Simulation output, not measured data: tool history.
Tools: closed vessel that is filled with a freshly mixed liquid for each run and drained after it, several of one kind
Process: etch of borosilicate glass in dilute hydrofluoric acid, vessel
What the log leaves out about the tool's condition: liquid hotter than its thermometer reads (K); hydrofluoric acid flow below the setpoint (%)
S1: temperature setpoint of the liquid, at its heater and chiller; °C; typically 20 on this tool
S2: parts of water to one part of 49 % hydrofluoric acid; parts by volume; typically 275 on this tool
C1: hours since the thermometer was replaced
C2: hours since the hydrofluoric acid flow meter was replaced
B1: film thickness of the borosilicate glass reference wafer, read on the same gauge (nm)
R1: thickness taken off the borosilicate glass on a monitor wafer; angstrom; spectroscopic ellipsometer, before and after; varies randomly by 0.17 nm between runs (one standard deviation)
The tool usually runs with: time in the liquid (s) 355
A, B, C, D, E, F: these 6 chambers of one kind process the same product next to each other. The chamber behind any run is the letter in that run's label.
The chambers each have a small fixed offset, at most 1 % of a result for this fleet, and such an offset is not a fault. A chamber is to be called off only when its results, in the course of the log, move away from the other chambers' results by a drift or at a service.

{"run": "1B", "hour": 7.1, "S1": 20, "S2": 275, "time in the liquid (s)": 355, "C1": 757.8, "C2": 1451.8, "B1": 70.043, "R1": 252.14}
{"hour": 12.2, "done": "chamber D: thermometer replaced"}
{"hour": 13.6, "done": "chamber A: hydrofluoric acid flow meter replaced"}
{"run": "2E", "hour": 17.5, "S1": 20, "S2": 275, "time in the liquid (s)": 355, "C1": 2348.9, "C2": 330.5, "B1": 69.997, "R1": 252.2}
{"run": "3F", "hour": 24.6, "S1": 20, "S2": 275, "time in the liquid (s)": 355, "C1": 808.5, "C2": 204.7, "B1": 69.949, "R1": 249.62}
{"run": "4A", "hour": 32.8, "S1": 20, "S2": 275, "time in the liquid (s)": 355, "C1": 1060.3, "C2": 19.3, "B1": 70.025, "R1": 254.33}
{"run": "5D", "hour": 39.6, "S1": 20, "S2": 275, "time in the liquid (s)": 355, "C1": 27.5, "C2": 179.1, "B1": 70.001, "R1": 255.15}
{"run": "6C", "hour": 48.9, "S1": 20, "S2": 275, "time in the liquid (s)": 355, "C1": 1481.8, "C2": 764.5, "B1": 70.001, "R1": 251.65}
{"run": "7E", "hour": 60.8, "S1": 20, "S2": 275, "time in the liquid (s)": 355, "C1": 2392.2, "C2": 373.8, "B1": 70.008, "R1": 251.87}
{"run": "8D", "hour": 68.3, "S1": 20, "S2": 190, "time in the liquid (s)": 355, "C1": 56.2, "C2": 207.8, "B1": 69.978, "R1": 399.92}
{"run": "9A", "hour": 77.9, "S1": 20, "S2": 190, "time in the liquid (s)": 355, "C1": 1105.4, "C2": 64.4, "B1": 70.014, "R1": 391.42}
{"run": "10C", "hour": 84.7, "S1": 20, "S2": 190, "time in the liquid (s)": 355, "C1": 1517.6, "C2": 800.3, "B1": 70.022, "R1": 394.13}
{"run": "11F", "hour": 92.6, "S1": 20, "S2": 190, "time in the liquid (s)": 355, "C1": 876.5, "C2": 272.7, "B1": 70.017, "R1": 397.76}
{"run": "12B", "hour": 101.0, "S1": 20, "S2": 190, "time in the liquid (s)": 355, "C1": 851.7, "C2": 1545.7, "B1": 70.012, "R1": 401.6}
{"run": "13C", "hour": 112.3, "S1": 20, "S2": 190, "time in the liquid (s)": 355, "C1": 1545.2, "C2": 827.9, "B1": 70.012, "R1": 395.44}
{"run": "14D", "hour": 122.3, "S1": 20, "S2": 275, "time in the liquid (s)": 355, "C1": 110.2, "C2": 261.8, "B1": 70.006, "R1": 248.99}
{"run": "15F", "hour": 130.2, "S1": 22, "S2": 275, "time in the liquid (s)": 355, "C1": 914.1, "C2": 310.3, "B1": 69.962, "R1": 268.53}
{"run": "16A", "hour": 143.4, "S1": 22, "S2": 275, "time in the liquid (s)": 355, "C1": 1170.9, "C2": 129.9, "B1": 70.012, "R1": 271.54}
{"run": "17B", "hour": 149.6, "S1": 22, "S2": 275, "time in the liquid (s)": 355, "C1": 900.3, "C2": 1594.3, "B1": 69.963, "R1": 274.57}
{"run": "18E", "hour": 157.3, "S1": 22, "S2": 275, "time in the liquid (s)": 355, "C1": 2488.7, "C2": 470.3, "B1": 70.002, "R1": 273.43}
{"run": "19D", "hour": 168.1, "S1": 22, "S2": 275, "time in the liquid (s)": 355, "C1": 156, "C2": 307.6, "B1": 69.972, "R1": 269.57}
{"run": "20A", "hour": 176.6, "S1": 22, "S2": 275, "time in the liquid (s)": 355, "C1": 1204.1, "C2": 163.1, "B1": 70.003, "R1": 269.62}
{"run": "21C", "hour": 187.2, "S1": 20, "S2": 275, "time in the liquid (s)": 355, "C1": 1620.1, "C2": 902.8, "B1": 69.995, "R1": 252.7}
{"run": "22B", "hour": 194.6, "S1": 20, "S2": 275, "time in the liquid (s)": 355, "C1": 945.3, "C2": 1639.3, "B1": 69.985, "R1": 249.74}
{"run": "23F", "hour": 203.4, "S1": 20, "S2": 275, "time in the liquid (s)": 355, "C1": 987.3, "C2": 383.5, "B1": 70.02, "R1": 247.31}
{"run": "24E", "hour": 209.2, "S1": 20, "S2": 275, "time in the liquid (s)": 355, "C1": 2540.6, "C2": 522.2, "B1": 70.017, "R1": 251.68}
{"run": "25E", "hour": 215.2, "S1": 20, "S2": 275, "time in the liquid (s)": 355, "C1": 2546.6, "C2": 528.2, "B1": 70.016, "R1": 255.31}
{"hour": 216.5, "done": "chamber C: hydrofluoric acid flow meter replaced"}
{"run": "26B", "hour": 226.5, "S1": 20, "S2": 275, "time in the liquid (s)": 355, "C1": 977.2, "C2": 1671.2, "B1": 70.014, "R1": 252.63}
{"run": "27A", "hour": 236.8, "S1": 20, "S2": 275, "time in the liquid (s)": 355, "C1": 1264.3, "C2": 223.3, "B1": 69.965, "R1": 252.72}
{"run": "28D", "hour": 246.4, "S1": 20, "S2": 275, "time in the liquid (s)": 355, "C1": 234.3, "C2": 385.9, "B1": 70.056, "R1": 251.77}
{"run": "29C", "hour": 257.8, "S1": 20, "S2": 275, "time in the liquid (s)": 355, "C1": 1690.7, "C2": 41.4, "B1": 70.002, "R1": 255.49}
{"run": "30F", "hour": 264.2, "S1": 20, "S2": 275, "time in the liquid (s)": 355, "C1": 1048.1, "C2": 444.3, "B1": 70.025, "R1": 249.1}
{"run": "31D", "hour": 270.9, "S1": 20, "S2": 275, "time in the liquid (s)": 355, "C1": 258.8, "C2": 410.4, "B1": 70.003, "R1": 249.92}
{"run": "32A", "hour": 277.6, "S1": 20, "S2": 275, "time in the liquid (s)": 355, "C1": 1305.1, "C2": 264.1, "B1": 69.986, "R1": 252.79}
{"run": "33C", "hour": 290.3, "S1": 20, "S2": 275, "time in the liquid (s)": 355, "C1": 1723.2, "C2": 73.9, "B1": 70.019, "R1": 254.54}
{"run": "34B", "hour": 297.6, "S1": 20, "S2": 200, "time in the liquid (s)": 540, "C1": 1048.3, "C2": 1742.3, "B1": 69.961, "R1": 568.81}
{"run": "35F", "hour": 304.4, "S1": 20, "S2": 200, "time in the liquid (s)": 540, "C1": 1088.3, "C2": 484.5, "B1": 70.011, "R1": 564.32}
{"run": "36E", "hour": 312.1, "S1": 20, "S2": 200, "time in the liquid (s)": 540, "C1": 2643.5, "C2": 625.1, "B1": 69.997, "R1": 577.26}
{"run": "37A", "hour": 322.6, "S1": 20, "S2": 200, "time in the liquid (s)": 540, "C1": 1350.1, "C2": 309.1, "B1": 69.999, "R1": 558.22}
{"run": "38C", "hour": 329.7, "S1": 20, "S2": 200, "time in the liquid (s)": 540, "C1": 1762.6, "C2": 113.3, "B1": 69.962, "R1": 574.19}
{"run": "39F", "hour": 341.4, "S1": 20, "S2": 200, "time in the liquid (s)": 540, "C1": 1125.3, "C2": 521.5, "B1": 69.964, "R1": 564.74}
{"run": "40E", "hour": 351.0, "S1": 20, "S2": 275, "time in the liquid (s)": 355, "C1": 2682.4, "C2": 664, "B1": 70.03, "R1": 252.82}
{"run": "41D", "hour": 362.0, "S1": 20, "S2": 275, "time in the liquid (s)": 355, "C1": 349.9, "C2": 501.5, "B1": 70.008, "R1": 248.76}
{"run": "42B", "hour": 371.0, "S1": 20, "S2": 275, "time in the liquid (s)": 355, "C1": 1121.7, "C2": 1815.7, "B1": 69.981, "R1": 251.18}

All 6 chambers run these settings next. Forecast each chamber's results:
{"run": "43A", "hour": 380.4, "S1": 24.5, "S2": 275, "time in the liquid (s)": 355, "R1": "?"}
{"run": "43B", "hour": 380.4, "S1": 24.5, "S2": 275, "time in the liquid (s)": 355, "R1": "?"}
{"run": "43C", "hour": 380.4, "S1": 24.5, "S2": 275, "time in the liquid (s)": 355, "R1": "?"}
{"run": "43D", "hour": 380.4, "S1": 24.5, "S2": 275, "time in the liquid (s)": 355, "R1": "?"}
{"run": "43E", "hour": 380.4, "S1": 24.5, "S2": 275, "time in the liquid (s)": 355, "R1": "?"}
{"run": "43F", "hour": 380.4, "S1": 24.5, "S2": 275, "time in the liquid (s)": 355, "R1": "?"}

run=43A R1=293.35
run=43B R1=295.59
run=43C R1=295.7
run=43D R1=292.28
run=43E R1=300.24
run=43F R1=291.86
